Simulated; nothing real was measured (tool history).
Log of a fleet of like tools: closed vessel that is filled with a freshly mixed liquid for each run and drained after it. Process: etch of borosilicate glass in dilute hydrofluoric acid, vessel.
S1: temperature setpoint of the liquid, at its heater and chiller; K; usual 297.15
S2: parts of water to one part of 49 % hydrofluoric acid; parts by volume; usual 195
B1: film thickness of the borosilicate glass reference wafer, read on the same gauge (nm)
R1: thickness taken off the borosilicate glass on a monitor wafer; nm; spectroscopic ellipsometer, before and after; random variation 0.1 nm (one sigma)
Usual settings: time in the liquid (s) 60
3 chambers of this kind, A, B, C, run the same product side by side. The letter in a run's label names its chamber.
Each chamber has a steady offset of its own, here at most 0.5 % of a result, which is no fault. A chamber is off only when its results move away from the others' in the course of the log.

At hour 6.1: chamber B: thermometer replaced.
Run 1A, hour 10.9: usual settings; B1 99.989. Result: R1 11.57 nm.
Run 2C, hour 18.7: usual settings; B1 100.02. Result: R1 11.559 nm.
Run 3B, hour 29: usual settings; B1 99.991. Result: R1 11.659 nm.
Run 4B, hour 39.8: usual settings; B1 100.01. Result: R1 11.614 nm.
Run 5C, hour 48.8: usual settings; B1 100.01. Result: R1 11.481 nm.
Run 6A, hour 56.2: usual settings; B1 99.998. Result: R1 11.772 nm.
Run 7A, hour 62.1: usual settings; B1 99.989. Result: R1 12.035 nm.
Run 8B, hour 73.5: usual settings; B1 99.994. Result: R1 11.603 nm.
Run 9C, hour 78.8: usual settings; B1 99.987. Result: R1 11.426 nm.
Run 10C, hour 85.5: usual settings but S1 301.15 K, S2 145 parts by volume; B1 100. Result: R1 19.361 nm.
Run 11A, hour 96.2: usual settings but S1 301.15 K, S2 145 parts by volume; B1 100.03. Result: R1 19.464 nm.
Run 12B, hour 106.3: usual settings but S1 301.15 K, S2 145 parts by volume; B1 100.01. Result: R1 19.178 nm.
Run 13C, hour 114.9: usual settings; B1 99.994. Result: R1 11.542 nm.
Run 14B, hour 120.1: usual settings; B1 99.997. Result: R1 11.788 nm.
Run 15A, hour 128.8: usual settings; B1 100. Result: R1 12.021 nm.
Run 16B, hour 136.1: usual settings; B1 99.986. Result: R1 11.717 nm.
Run 17C, hour 141.8: usual settings; B1 99.995. Result: R1 11.67 nm.
Run 18A, hour 149.7: usual settings; B1 100.01. Result: R1 12.358 nm.
Run 19C, hour 160.7: usual settings; B1 100.03. Result: R1 11.735 nm.
Run 20B, hour 171.4: usual settings; B1 99.989. Result: R1 11.584 nm.
Run 21A, hour 178.1: usual settings; B1 99.996. Result: R1 12.467 nm.
Run 22C, hour 183.9: usual settings; B1 100.01. Result: R1 11.572 nm.
Run 23B, hour 189.4: usual settings; B1 99.987. Result: R1 11.568 nm.

Is one chamber off against the others, does the gauge drift, or is nothing wrong? If a chamber is off, say which, and what the likeliest cause is.

Chamber A drifts away from the others.
Cause: liquid hotter than its thermometer reads (K) = 2.01.
The log may not tell that from: hydrofluoric acid flow above the setpoint (%).

Here are 4 candidates for chamber A's next run, each the usual settings with a change, their results left as question marks. Which one brings its results back in line with what the others give on the usual settings?
In line means no further than this from the other chambers' mean on the usual settings: R1 0.35 nm
Run 24A-1, hour 197.5: usual settings but time in the liquid (s) 65. Result: R1 ?.
Run 24A-2, hour 197.5: usual settings but S1 296.65 K. Result: R1 ?.
Run 24A-3, hour 197.5: usual settings but time in the liquid (s) 55. Result: R1 ?.
Run 24A-4, hour 197.5: usual settings but S2 190 parts by volume. Result: R1 ?.

The other chambers' mean on the usual settings: R1 11.617 nm
  run      R1
24A-1  13.566
24A-2  12.292
24A-3  11.479
24A-4  12.919
24A-3 brings the chamber back in line.

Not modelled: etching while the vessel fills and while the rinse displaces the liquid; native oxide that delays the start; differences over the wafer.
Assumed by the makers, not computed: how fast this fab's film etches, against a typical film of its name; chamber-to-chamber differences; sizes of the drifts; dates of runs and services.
